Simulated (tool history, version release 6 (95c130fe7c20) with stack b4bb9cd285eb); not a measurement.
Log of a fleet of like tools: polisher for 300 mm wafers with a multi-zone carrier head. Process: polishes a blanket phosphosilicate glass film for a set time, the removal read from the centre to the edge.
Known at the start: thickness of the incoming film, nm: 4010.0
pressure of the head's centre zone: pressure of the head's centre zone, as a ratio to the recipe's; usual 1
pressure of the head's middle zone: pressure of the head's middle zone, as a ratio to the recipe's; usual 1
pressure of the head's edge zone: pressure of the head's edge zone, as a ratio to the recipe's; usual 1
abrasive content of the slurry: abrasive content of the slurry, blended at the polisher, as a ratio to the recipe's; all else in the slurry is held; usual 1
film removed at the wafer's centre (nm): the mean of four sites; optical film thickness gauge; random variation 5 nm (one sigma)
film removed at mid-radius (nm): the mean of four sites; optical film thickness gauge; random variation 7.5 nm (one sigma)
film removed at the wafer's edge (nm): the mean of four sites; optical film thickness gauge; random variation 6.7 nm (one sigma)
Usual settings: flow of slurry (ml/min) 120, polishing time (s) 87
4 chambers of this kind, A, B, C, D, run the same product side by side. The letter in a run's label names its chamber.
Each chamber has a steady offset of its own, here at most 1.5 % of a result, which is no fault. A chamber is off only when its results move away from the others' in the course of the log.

run,hour,flow of slurry (ml/min),pressure of the head's centre zone,pressure of the head's middle zone,pressure of the head's edge zone,abrasive content of the slurry,polishing time (s),wafers polished on this pad,hours since the slurry nozzle was cleaned,hours since the centre zone pressure was calibrated,hours since the edge zone pressure was calibrated,film removed at the wafer's centre (nm),film removed at mid-radius (nm),film removed at the wafer's edge (nm)
1C,6.5,120,1,1,1,1,87,1336,165.2,215.6,227,622.28,638.54,620.82
2A,16.2,120,1,1,1,1,87,688,752.4,837.6,760,623.61,620.67,617.95
# hour 22: chamber A: slurry nozzle cleaned
3B,26.1,120,1,1,1,1,87,727,137.2,189.6,298.7,630.17,614.87,628.53
# hour 29.1: chamber C: worn pad replaced by a new one
4D,34.8,120,1,1,1,1,87,1013,79.7,91.6,927,636.15,618.92,628.62
# hour 44.8: chamber D: worn pad replaced by a new one
5A,47.3,120,1,1,1,1,87,998,25.3,868.7,791.1,630.37,619.1,634.73
# hour 52.9: chamber A: worn pad replaced by a new one
6B,56.2,120,1,1,0.92,0.75,87,1028,167.3,219.7,328.8,550.82,550.07,523.22
7D,68.6,120,1,1,0.92,0.75,87,238,113.5,125.4,960.8,552.55,543.57,530.79
8C,80.5,120,1,1,0.92,0.75,87,514,239.2,289.6,301,534.11,546.26,518.76
9A,88.9,120,1,1,0.92,0.75,87,359,66.9,910.3,832.7,542.39,537.33,531.98
10D,98.8,120,1,1,1,1,87,539,143.7,155.6,991,633.87,628,629.41
11B,107.3,120,1,1,1,1,87,1538,218.4,270.8,379.9,618,611.71,619.42
12C,117.2,120,1,1,1,1,87,880,275.9,326.3,337.7,628.31,621.24,621.86
13D,124.5,120,1,1,1,1,87,796,169.4,181.3,1016.7,635.71,636.96,633.86
14B,135.7,120,1,1,1,1,87,1821,246.8,299.2,408.3,612.24,614.87,608.63
15A,147,120,1,1,1,1,87,939,125,968.4,890.8,620.59,610.5,630.2
# hour 149.8: chamber D: worn pad replaced by a new one
# hour 153: chamber C: worn pad replaced by a new one
16C,155.2,120,1,1,1,1,87,22,313.9,364.3,375.7,620.45,611.65,616.65
17C,161.8,120,1,1,1,1,87,87,320.5,370.9,382.3,620.06,629.23,611.3
18A,169.4,120,1,1,1,1,87,1162,147.4,990.8,913.2,633.39,630.84,621.23
# hour 172.7: chamber A: worn pad replaced by a new one
19D,178.1,120,1,1,1,1,87,282,223,234.9,1070.3,633.97,620.06,633.82
20B,184.9,120,1,1,1,1,87,2313,296,348.4,457.5,601.3,591.85,602.54
21B,192.8,120,1,1,1,1,87,2391,303.9,356.3,465.4,606.42,589.71,589.14
# hour 202.9: chamber A: edge zone pressure recalibrated
22D,203.4,120,1,1,1,1,87,535,248.3,260.2,1095.6,634.31,625.35,621.47
23C,214,120,1,1,1,1,87,609,372.7,423.1,434.5,619.34,623.24,624.2
24A,221.8,120,1,1,1,1,87,490,199.8,1043.2,19,629.22,625.91,634.34
25B,234,120,1,1,1,1,87,2803,345.1,397.5,506.6,584.87,591.97,595.99
26C,242.1,120,1,1,1,1,87,889,400.8,451.2,462.6,624.75,623.04,621.95
# hour 244.2: chamber A: centre zone pressure recalibrated
# hour 249.2: chamber D: worn pad replaced by a new one
27A,254.5,120,1,1,1,1,87,817,232.5,10.4,51.7,632.44,623.33,626.19
28D,266.8,120,1,1,1,1,87,175,311.7,323.6,1159,633.78,620.04,632.18
29C,276.1,120,1,1,1,1,87,1228,434.8,485.2,496.6,629.74,619.44,632.29
# hour 280.3: chamber C: worn pad replaced by a new one
30D,286.5,120,1,1,1,1,87,372,331.4,343.3,1178.7,633.33,625.59,618.75
31B,292.5,120,1,1,1,1,87,3387,403.6,456,565.1,581.47,567,584.63
# hour 298.6: chamber A: worn pad replaced by a new one
32A,299.5,120,1,1,1,1,87,9,277.5,55.4,96.7,623.22,629.85,628.93
33A,310.8,120,1,1,1,1,87,122,288.8,66.7,108,630.73,626.97,630.59
34C,316.7,120,1,1,0.92,1,87,364,475.4,525.8,537.2,632.68,624.41,594.01
35B,326.6,120,1,1,0.92,1,87,3727,437.7,490.1,599.2,581.08,561.11,546.48
36D,332.3,120,1,1,0.92,1,87,829,377.2,389.1,1224.5,639.19,620.36,597.07
# hour 337.4: chamber B: centre zone pressure recalibrated
37C,341,120,1,1,0.92,1,87,606,499.7,550.1,561.5,616,625.67,588.92
38B,349.1,120,1,1,1,1,87,3952,460.2,11.7,621.7,561.79,565.37,579.71
39A,359.6,120,1,1,1,1,87,609,337.6,115.5,156.8,624.98,610.18,622.66

What goes on in this fleet: one chamber off, a drifting gauge, or nothing beyond the chambers' own small offsets? Name the chamber and the cause, if any.

Chamber B drifts away from the others.
Cause: removal rate lost through wear of the pad, % = 10.
The log may not tell that from: slurry flow missing at the pad, %.

Here are 4 candidates for chamber B's next run, each the usual settings with a change, their results left as question marks. Which one brings its results back in line with what the others give on the usual settings?
In line means no further than this from the other chambers' mean on the usual settings: film removed at the wafer's centre (nm) 18; film removed at mid-radius (nm) 26; film removed at the wafer's edge (nm) 24
40B-1,368.7,120,0.99,1,1.01,1.05,95,,,,,?,?,?
40B-2,368.7,120,1,1,1,1,85,,,,,?,?,?
40B-3,368.7,120,1,1,1,0.95,80,,,,,?,?,?
40B-4,368.7,120,1,1,1,1,89,,,,,?,?,?

The other chambers' mean on the usual settings: film removed at the wafer's centre (nm) 625.57; film removed at mid-radius (nm) 623.36; film removed at the wafer's edge (nm) 627.47
run,film removed at the wafer's centre (nm),film removed at mid-radius (nm),film removed at the wafer's edge (nm)
40B-1,621.37,626.3,633.59
40B-2,550.07,548.24,551.78
40B-3,505.64,503.97,507.22
40B-4,575.95,574.04,577.75
40B-1 brings the chamber back in line.
